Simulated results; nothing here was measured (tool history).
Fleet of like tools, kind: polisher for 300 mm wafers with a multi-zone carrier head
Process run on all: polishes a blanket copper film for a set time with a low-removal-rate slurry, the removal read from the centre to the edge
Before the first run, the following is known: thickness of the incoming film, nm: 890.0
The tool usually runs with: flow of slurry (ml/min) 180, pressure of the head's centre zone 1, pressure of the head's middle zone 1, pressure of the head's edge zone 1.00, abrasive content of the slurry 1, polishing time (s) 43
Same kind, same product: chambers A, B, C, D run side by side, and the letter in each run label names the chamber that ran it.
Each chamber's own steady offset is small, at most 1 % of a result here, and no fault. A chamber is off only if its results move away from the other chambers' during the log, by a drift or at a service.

run,hour,flow of slurry (ml/min),pressure of the head's centre zone,pressure of the head's middle zone,pressure of the head's edge zone,abrasive content of the slurry,polishing time (s),wafers polished on this pad,hours since the slurry nozzle was cleaned,hours since the centre zone pressure was calibrated,hours since the edge zone pressure was calibrated,film removed at the wafer's centre (nm),film removed at mid-radius (nm),film removed at the wafer's edge (nm)
# hour 3.7: chamber A: centre zone pressure recalibrated
# hour 6.0: chamber D: worn pad replaced by a new one
1D,12.6,180,1,1,1.00,1,43,81,283.8,1234.1,112.9,137.02,136.05,135.33
# hour 25.2: chamber A: worn pad replaced by a new one
2A,25.9,180,1,1,1.00,1,43,9,264.9,22.2,165.5,134.36,136.64,140.16
3C,39.1,180,1,1,1.00,1,43,559,477.1,359.4,1117.1,137.49,139.41,138.47
4B,52.5,180,1,1,1.00,1,43,850,222.7,118.8,82.7,138.46,138.48,137.56
5C,59.9,180,1,1,1.05,1,43,815,497.9,380.2,1137.9,137.57,136.22,142.60
# hour 66.5: chamber D: worn pad replaced by a new one
6A,68.1,180,1,1,1.05,1,43,529,307.1,64.4,207.7,138.33,138.81,144.22
# hour 79.0: chamber C: worn pad replaced by a new one
7D,79.1,180,1,1,1.05,1,43,155,350.3,1300.6,179.4,138.73,139.86,142.57
# hour 81.4: chamber D: centre zone pressure recalibrated
# hour 84.3: chamber A: worn pad replaced by a new one
8B,88.5,180,1,1,1.05,1,43,1293,258.7,154.8,118.7,134.33,136.13,141.75
# hour 90.4: chamber B: worn pad replaced by a new one
# hour 93.8: chamber C: edge zone pressure recalibrated
9D,99.6,180,1,1,1.00,1,43,407,370.8,18.2,199.9,137.88,136.74,136.62
10A,106.4,180,1,1,1.00,1,43,273,345.4,102.7,246.0,136.55,135.29,138.36
11B,118.1,180,1,1,1.00,1,43,341,288.3,184.4,148.3,136.50,137.79,139.38
# hour 120.4: chamber D: worn pad replaced by a new one
12C,127.1,180,1,1,1.00,1,43,593,565.1,447.4,33.4,143.78,138.39,138.57
13D,138.7,180,1,1,1.00,1,43,225,409.9,57.3,239.0,137.02,139.17,134.26
# hour 147.0: chamber A: worn pad replaced by a new one
14B,148.6,180,1,1,1.00,1,43,717,318.8,214.9,178.8,139.08,137.36,140.70
15C,156.6,180,1,1,1.00,1,43,956,594.6,476.9,62.9,147.16,136.33,136.15
16A,164.1,180,1,1,1.00,1,43,211,403.1,160.4,303.7,134.52,139.54,134.90
# hour 168.9: chamber D: worn pad replaced by a new one
# hour 173.8: chamber C: worn pad replaced by a new one
17D,177.1,180,1,1,1.00,1,43,101,448.3,95.7,277.4,137.34,135.73,139.67
# hour 181.1: chamber B: worn pad replaced by a new one
18A,188.3,180,1,1,1.00,1,43,509,427.3,184.6,327.9,138.49,137.70,137.65
19B,196.3,180,1,1,1.00,1,43,187,366.5,262.6,226.5,137.33,137.46,138.45
20C,209.4,180,1,1,1.00,1,43,439,647.4,529.7,115.7,143.51,138.63,136.82
# hour 214.6: chamber A: worn pad replaced by a new one
# hour 214.9: chamber B: slurry nozzle cleaned
# hour 221.0: chamber D: worn pad replaced by a new one
21A,222.7,180,1,1,1.00,1,43,100,461.7,219.0,362.3,137.38,136.53,137.48
# hour 226.4: chamber B: centre zone pressure recalibrated
22B,236.2,180,1,1,1.00,1,43,679,21.4,9.9,266.4,138.35,135.38,138.08
23C,242.9,180,1,1,1.00,1,43,852,680.9,563.2,149.2,148.29,139.29,135.85
24D,250.6,180,1,1,1.00,1,43,365,521.8,169.2,350.9,135.70,139.39,134.93
25A,263.0,180,1,1,1.00,1,43,597,502.0,259.3,402.6,135.19,137.61,137.01
26B,274.9,140,1,1,1.00,1,50,1155,60.1,48.6,305.1,153.21,151.60,154.86

For the next run the whole fleet of 4 chambers uses the same settings. Give each chamber's results:
27A,284.8,180,1,1,1.00,1,43,,,,,?,?,?
27B,284.8,180,1,1,1.00,1,43,,,,,?,?,?
27C,284.8,180,1,1,1.00,1,43,,,,,?,?,?
27D,284.8,180,1,1,1.00,1,43,,,,,?,?,?

run,film removed at the wafer's centre (nm),film removed at mid-radius (nm),film removed at the wafer's edge (nm)
27A,137.66,134.36,135.57
27B,144.04,133.92,136.55
27C,151.00,141.75,139.14
27D,136.67,137.02,138.06
